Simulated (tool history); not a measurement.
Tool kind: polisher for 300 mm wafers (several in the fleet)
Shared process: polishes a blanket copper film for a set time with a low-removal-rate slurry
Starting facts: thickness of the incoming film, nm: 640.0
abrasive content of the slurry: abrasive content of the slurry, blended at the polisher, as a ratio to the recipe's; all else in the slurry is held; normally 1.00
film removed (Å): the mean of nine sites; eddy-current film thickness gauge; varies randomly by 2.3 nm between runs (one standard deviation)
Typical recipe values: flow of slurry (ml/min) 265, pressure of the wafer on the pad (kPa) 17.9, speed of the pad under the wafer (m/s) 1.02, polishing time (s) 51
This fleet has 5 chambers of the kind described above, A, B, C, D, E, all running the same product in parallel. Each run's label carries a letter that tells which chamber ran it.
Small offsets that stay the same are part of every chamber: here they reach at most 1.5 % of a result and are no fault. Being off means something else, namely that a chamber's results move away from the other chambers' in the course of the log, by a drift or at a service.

run	hour	flow of slurry (ml/min)	pressure of the wafer on the pad (kPa)	speed of the pad under the wafer (m/s)	abrasive content of the slurry	polishing time (s)	film removed (Å)
1E	7.7	265	17.9	1.02	1.00	51	1640.8
# hour 9.2: chamber C: worn pad replaced by a new one
# hour 13.3: chamber B: slurry nozzle cleaned
2B	16.5	265	17.9	1.02	1.00	51	1645.4
# hour 17.7: chamber B: worn pad replaced by a new one
3A	24.7	265	17.9	1.02	1.00	51	1581.2
4C	33.4	265	17.9	1.02	1.00	51	1639.8
5D	43.7	265	17.9	1.02	0.85	51	1526.9
# hour 44.6: chamber E: worn pad replaced by a new one
# hour 48.1: chamber A: worn pad replaced by a new one
6B	57.0	265	17.9	1.02	0.85	51	1609.7
7C	71.2	265	17.9	1.02	0.85	51	1536.1
# hour 78.3: chamber D: worn pad replaced by a new one
8A	78.8	265	17.9	1.02	0.85	51	1513.7
# hour 82.6: chamber A: slurry nozzle cleaned
9D	85.8	265	17.9	1.02	0.85	51	1526.1
# hour 88.0: chamber E: head pressure recalibrated
# hour 94.1: chamber C: worn pad replaced by a new one
10E	94.6	265	17.9	1.02	1.00	51	1595.6
11E	105.5	265	17.9	1.02	1.00	51	1575.4
# hour 107.6: chamber D: slurry blender recalibrated
# hour 110.5: chamber E: slurry blender recalibrated
# hour 113.5: chamber B: slurry blender recalibrated
# hour 117.0: chamber B: worn pad replaced by a new one
12B	117.7	265	17.9	1.02	1.00	51	1642.1
# hour 118.1: chamber A: worn pad replaced by a new one
13A	125.4	265	17.9	1.02	1.00	51	1575.9
# hour 130.7: chamber E: worn pad replaced by a new one
14D	137.9	265	17.9	1.02	1.00	51	1625.8
15C	150.2	265	17.9	1.02	1.00	51	1629.1
16C	162.6	265	17.9	1.02	1.00	51	1661.2
17D	176.6	265	17.9	1.02	1.00	51	1588.8
# hour 179.4: chamber C: worn pad replaced by a new one
# hour 186.7: chamber D: worn pad replaced by a new one
# hour 189.3: chamber A: slurry blender recalibrated
18E	189.3	265	17.9	1.02	1.00	51	1645.2
# hour 194.1: chamber A: head pressure recalibrated
19B	195.9	265	17.9	1.02	1.00	51	1661.1
# hour 204.7: chamber B: worn pad replaced by a new one
20A	207.4	265	17.9	1.02	1.00	51	1578.4
# hour 208.1: chamber A: worn pad replaced by a new one
# hour 215.5: chamber E: worn pad replaced by a new one
21C	217.4	265	17.9	1.02	1.00	51	1598.0
22D	225.8	265	17.9	1.02	1.00	51	1616.0
23E	233.0	265	17.9	1.02	1.00	51	1604.7
24B	244.2	265	17.9	1.02	1.00	51	1631.9
25A	250.8	265	17.9	1.02	1.00	51	1656.3
# hour 254.3: chamber C: worn pad replaced by a new one
26A	260.0	265	17.9	1.02	1.00	51	1593.2
# hour 267.8: chamber C: head pressure recalibrated
27D	269.0	265	17.9	1.02	1.00	51	1584.8
# hour 273.0: chamber D: worn pad replaced by a new one
28B	283.3	265	17.9	1.02	1.00	51	1623.0
# hour 290.4: chamber A: worn pad replaced by a new one
29C	290.6	265	22.8	1.02	1.25	51	2093.4
# hour 298.7: chamber E: worn pad replaced by a new one
30E	299.0	265	22.8	1.02	1.25	51	2156.1
# hour 303.1: chamber E: slurry blender recalibrated
31E	313.1	265	22.8	1.02	1.25	51	2226.4
# hour 320.6: chamber B: worn pad replaced by a new one
32A	325.0	265	22.8	1.02	1.25	51	2175.8
33B	338.6	265	22.8	1.02	1.25	51	2223.2
# hour 344.9: chamber C: worn pad replaced by a new one
# hour 345.7: chamber D: slurry blender recalibrated
34D	352.9	265	17.9	1.02	1.00	51	1577.4
35C	359.9	265	11.7	1.02	1.00	51	988.9
36C	369.7	265	11.7	1.02	1.00	51	1003.1
# hour 378.9: chamber A: worn pad replaced by a new one
37A	381.8	265	11.7	1.02	1.00	51	1064.3
# hour 384.0: chamber E: worn pad replaced by a new one
38E	394.7	265	11.7	1.02	1.00	51	1034.2

Decide between three cases: one chamber stands off from its peers, the gauge reading all wafers drifts, or nothing is wrong past each chamber's small offset. Where a chamber is off, say which and what most likely put it there.

Chamber C drifts away from the others.
Cause: abrasive missing from the slurry, % = 33.

Chamber C could run next with any of the 4 candidate recipes listed below; each alters the usual settings, and their results appear as question marks. Which one brings its results back in line with what the other chambers deliver on the usual settings?
In line here means within this much of the mean the other chambers give on the usual settings: film removed (Å) 81.0
39C-1	405.5	265	17.9	1.02	1.00	47	?
39C-2	405.5	260	16.5	1.02	1.00	46	?
39C-3	405.5	270	19.3	1.02	1.00	51	?
39C-4	405.5	265	19.3	1.02	1.00	56	?

What the other chambers average on the usual settings: film removed (Å) 1618.2
run	film removed (Å)
39C-1	1372.0
39C-2	1237.1
39C-3	1606.4
39C-4	1760.5
39C-3 puts the chamber back in line with the other chambers.
